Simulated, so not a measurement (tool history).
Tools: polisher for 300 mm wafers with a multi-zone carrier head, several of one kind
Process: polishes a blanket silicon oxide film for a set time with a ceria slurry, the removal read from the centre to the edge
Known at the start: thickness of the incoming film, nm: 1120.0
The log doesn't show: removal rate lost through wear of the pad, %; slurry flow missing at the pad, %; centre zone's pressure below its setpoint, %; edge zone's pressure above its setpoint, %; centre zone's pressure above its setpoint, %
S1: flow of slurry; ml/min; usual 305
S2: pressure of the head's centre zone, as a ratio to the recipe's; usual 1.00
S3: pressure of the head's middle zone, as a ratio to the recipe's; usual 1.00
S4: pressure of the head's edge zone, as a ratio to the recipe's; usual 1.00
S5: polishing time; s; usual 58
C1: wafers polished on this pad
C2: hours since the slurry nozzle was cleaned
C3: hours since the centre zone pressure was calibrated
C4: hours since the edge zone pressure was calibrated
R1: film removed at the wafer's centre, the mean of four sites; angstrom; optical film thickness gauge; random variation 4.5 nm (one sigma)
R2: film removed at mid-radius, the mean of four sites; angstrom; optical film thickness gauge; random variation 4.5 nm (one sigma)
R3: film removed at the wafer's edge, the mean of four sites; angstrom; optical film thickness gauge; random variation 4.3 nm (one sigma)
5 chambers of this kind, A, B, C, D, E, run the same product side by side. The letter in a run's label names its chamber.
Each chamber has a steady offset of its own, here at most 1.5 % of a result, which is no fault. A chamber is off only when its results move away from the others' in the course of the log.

run   hour   S1    S2    S3    S4  S5    C1     C2     C3      C4      R1      R2      R3
 1D    6.0  305  1.00  1.00  1.00  58  1052   42.8  881.5   248.2  3562.3  3605.4  3516.0
      11.5  -- chamber B: centre zone pressure recalibrated
 2B   11.8  305  1.00  1.00  1.00  58   272  279.9    0.3  1362.2  3570.5  3536.6  3559.7
      13.2  -- chamber E: slurry nozzle cleaned
      20.6  -- chamber D: worn pad replaced by a new one
 3C   20.8  305  1.00  1.00  1.00  58   847  738.3  789.6   258.4  3446.1  3535.1  3577.9
      29.0  -- chamber A: slurry nozzle cleaned
 4E   30.3  305  1.00  1.00  1.00  58   640   17.1  104.3   319.4  3495.4  3446.1  3550.2
      37.7  -- chamber E: worn pad replaced by a new one
 5A   37.8  305  1.00  1.00  1.00  58   897    8.8  189.0   332.6  3650.6  3568.3  3585.5
 6D   44.3  305  1.00  1.00  1.00  58   285   81.1  919.8   286.5  3566.2  3502.5  3545.5
 7B   51.6  305  1.00  1.00  1.00  58   751  319.7   40.1  1402.0  3505.4  3484.5  3590.6
 8C   56.0  305  1.00  1.00  1.06  58  1271  773.5  824.8   293.6  3558.2  3533.3  3639.2
 9A   61.6  305  1.00  1.00  1.06  58  1184   32.6  212.8   356.4  3579.4  3559.0  3659.6
10E   68.4  305  1.00  1.00  1.06  58   370   55.2  142.4   357.5  3566.4  3409.3  3736.3
      71.9  -- chamber C: worn pad replaced by a new one
11D   74.4  305  1.00  1.00  1.06  58   647  111.2  949.9   316.6  3550.4  3601.8  3692.8
      77.0  -- chamber A: worn pad replaced by a new one
12C   81.0  305  1.00  1.00  1.06  58   110  798.5  849.8   318.6  3582.3  3599.2  3664.3
13E   85.6  305  1.00  1.00  1.00  58   577   72.4  159.6   374.7  3489.7  3466.9  3576.5
      88.1  -- chamber E: worn pad replaced by a new one
14A   90.4  305  1.00  1.00  1.00  58   162   61.4  241.6   385.2  3489.1  3560.3  3559.0
      95.1  -- chamber E: edge zone pressure recalibrated
      99.1  -- chamber C: centre zone pressure recalibrated
15B   99.5  305  1.00  1.00  1.00  58  1327  367.6   88.0  1449.9  3534.2  3633.3  3429.9
16B  103.7  305  1.00  1.00  1.00  58  1378  371.8   92.2  1454.1  3526.3  3569.5  3506.6
     106.3  -- chamber B: worn pad replaced by a new one
17C  112.8  305  1.08  1.00  1.00  58   492  830.3   13.8   350.4  3826.3  3496.3  3530.4
     117.2  -- chamber D: centre zone pressure recalibrated
18A  119.5  305  1.08  1.00  1.00  58   512   90.5  270.7   414.3  3851.8  3550.6  3594.9
     124.6  -- chamber D: worn pad replaced by a new one
19E  127.6  305  1.08  1.00  1.00  58   476  114.4  201.6    32.6  3835.9  3552.8  3576.7
     128.9  -- chamber C: edge zone pressure recalibrated
20D  133.7  305  1.08  1.00  1.00  58   109  170.5   16.5   375.9  3637.0  3469.6  3413.9
21D  139.6  305  1.08  1.00  1.00  58   180  176.4   22.4   381.8  3587.6  3582.4  3576.3
22B  146.1  305  1.00  1.00  1.00  58   478  414.2  134.6  1496.5  3551.4  3562.1  3558.6
23C  150.4  305  1.00  1.00  1.00  58   944  867.9   51.4    21.6  3501.9  3488.9  3603.7
     154.5  -- chamber E: worn pad replaced by a new one
24E  155.2  305  1.00  1.00  1.00  58     8  142.0  229.2    60.2  3484.4  3444.4  3645.1
25A  164.5  305  1.00  1.00  1.00  58  1053  135.5  315.7   459.3  3559.2  3503.7  3512.2
26D  169.3  305  1.00  1.00  1.00  58   537  206.1   52.1   411.5  3336.0  3542.2  3594.3
27C  176.6  305  1.00  1.00  1.00  58  1260  894.1   77.6    47.8  3553.2  3509.9  3597.0
     178.0  -- chamber A: worn pad replaced by a new one
28E  184.2  305  1.00  1.00  1.00  58   357  171.0  258.2    89.2  3510.8  3486.8  3567.0
     188.2  -- chamber C: worn pad replaced by a new one
29A  193.7  305  1.00  1.00  1.05  58   189  164.7  344.9   488.5  3558.4  3516.2  3726.2
30B  201.4  305  1.00  1.00  1.05  58  1143  469.5  189.9  1551.8  3526.6  3626.0  3671.5
     205.7  -- chamber E: worn pad replaced by a new one
31C  210.9  305  1.00  1.00  1.05  58   273  928.4  111.9    82.1  3503.1  3511.2  3603.1
32D  216.2  305  1.00  1.00  1.05  58  1101  253.0   99.0   458.4  3271.7  3569.9  3694.8
     223.2  -- chamber C: slurry nozzle cleaned
     224.8  -- chamber B: worn pad replaced by a new one
33A  225.8  305  1.00  1.00  1.05  58   575  196.8  377.0   520.6  3579.1  3529.3  3584.4
34B  235.2  305  0.91  1.05  1.00  58   125  503.3  223.7  1585.6  3238.0  3781.0  3552.6
35E  241.4  305  0.91  1.05  1.00  58   430  228.2  315.4   146.4  3209.8  3672.4  3578.8
36A  246.7  305  0.91  1.05  1.00  58   826  217.7  397.9   541.5  3206.0  3698.3  3508.1
37B  256.1  305  0.91  1.05  1.00  58   376  524.2  244.6  1606.5  3227.1  3705.0  3507.5
     256.5  -- chamber D: worn pad replaced by a new one
38D  260.5  305  0.91  1.05  1.00  58    49  297.3  143.3   502.7  2921.8  3720.3  3591.1
39C  267.5  305  1.00  1.00  1.00  58   954   44.4  168.5   138.7  3541.2  3551.2  3547.0

Is one chamber off against the others, does the gauge drift, or is nothing wrong? If a chamber is off, say which, and what the likeliest cause is.

A service left chamber D off against the others.
Cause: centre zone's pressure below its setpoint, % = 6.84.

Here are 4 candidates for chamber D's next run, each the usual settings with a change, their results left as question marks. Which one brings its results back in line with what the others give on the usual settings?
In line means no further than this from the other chambers' mean on the usual settings: R1 160.0 angstrom; R2 160.0 angstrom; R3 150.0 angstrom
40D-1  274.4  300  0.88  1.04  1.03  57                   ?   ?   ?
40D-2  274.4  310  1.12  0.96  0.97  59                   ?   ?   ?
40D-3  274.4  310  1.06  0.98  0.98  59                   ?   ?   ?
40D-4  274.4  300  0.94  1.02  1.02  57                   ?   ?   ?

The other chambers' mean on the usual settings: R1 3545.3 angstrom; R2 3538.5 angstrom; R3 3551.3 angstrom
  run      R1      R2      R3
40D-1  2808.8  3602.3  3534.8
40D-2  3794.1  3473.9  3559.6
40D-3  3575.0  3540.5  3577.3
40D-4  3019.9  3538.1  3517.9
40D-3 brings the chamber back in line.
